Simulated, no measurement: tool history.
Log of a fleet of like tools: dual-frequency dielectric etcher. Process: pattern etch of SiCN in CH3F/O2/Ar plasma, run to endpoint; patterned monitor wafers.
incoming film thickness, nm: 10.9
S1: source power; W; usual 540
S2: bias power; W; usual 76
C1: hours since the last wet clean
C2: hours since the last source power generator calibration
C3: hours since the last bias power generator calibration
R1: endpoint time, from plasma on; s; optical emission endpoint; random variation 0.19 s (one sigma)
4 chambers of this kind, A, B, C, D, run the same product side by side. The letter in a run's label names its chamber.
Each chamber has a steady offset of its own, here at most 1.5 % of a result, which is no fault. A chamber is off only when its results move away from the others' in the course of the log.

run	day	S1	S2	C1	C2	C3	R1
1D	0.483	540	76	189.7	971.6	558.6	24.876
2A	0.946	540	76	321.6	1315.0	263.6	25.633
3B	1.446	540	76	577.6	536.8	2116.6	25.060
4C	1.721	540	76	250.5	1507.6	2247.4	25.352
# day 2.096: chamber B: wet clean of the chamber
5C	2.267	540	76	263.6	1520.7	2260.5	25.469
6D	2.575	500	64	239.9	1021.8	608.8	27.644
7A	3.029	500	64	371.6	1365.0	313.6	28.347
8B	3.558	500	64	35.1	587.5	2167.3	27.414
9B	3.896	500	64	43.2	595.6	2175.4	27.846
10C	4.200	450	86	310.0	1567.1	2306.9	26.202
11D	4.579	450	86	288.0	1069.9	656.9	26.196
12A	4.942	450	86	417.5	1410.9	359.5	25.931
13A	5.462	450	86	430.0	1423.4	372.0	26.190
14D	5.758	540	76	316.3	1098.2	685.2	25.016
15B	6.071	540	76	95.4	647.8	2227.6	25.336
16C	6.658	540	76	369.0	1626.1	2365.9	25.000
17A	7.146	540	76	470.4	1463.8	412.4	25.456
18D	7.671	540	76	362.2	1144.1	731.1	24.995
# day 8.079: chamber A: wet clean of the chamber
19B	8.217	540	76	146.9	699.3	2279.1	25.140
# day 8.629: chamber C: bias power generator calibrated
# day 8.717: chamber C: wet clean of the chamber
20C	8.758	540	76	1.1	1676.5	3.2	25.614
21C	9.062	540	76	8.4	1683.8	10.5	25.289
22A	9.333	540	76	30.2	1516.3	464.9	25.432
23B	9.838	540	76	185.8	738.2	2318.0	25.067
24D	10.388	540	76	427.4	1209.3	796.3	25.407
25A	10.917	540	76	68.2	1554.3	502.9	25.419
26C	11.438	540	76	65.4	1740.8	67.5	25.286
27D	11.750	640	76	460.1	1242.0	829.0	23.741
28B	12.192	640	76	242.3	794.7	2374.5	23.637
29A	12.679	640	76	110.5	1596.6	545.2	23.876
30B	13.012	640	76	262.0	814.4	2394.2	23.609
31C	13.317	540	76	110.5	1785.9	112.6	25.317
32D	13.896	630	61	511.6	1293.5	880.5	25.505
# day 13.979: chamber D: wet clean of the chamber
33A	14.488	630	61	153.9	1640.0	588.6	25.985
34C	15.021	630	61	151.4	1826.8	153.5	25.441
35D	15.333	630	61	32.6	1328.0	915.0	25.128
36B	15.700	540	76	326.5	878.9	2458.7	25.007
37D	16.300	540	76	55.8	1351.2	938.2	25.232
38B	16.583	540	76	347.7	900.1	2479.9	25.140

All 4 chambers run these settings next. Forecast each chamber's results:
39A	17.017	410	76				?
39B	17.017	410	76				?
39C	17.017	410	76				?
39D	17.017	410	76				?

run	R1
39A	28.729
39B	27.815
39C	28.151
39D	28.010
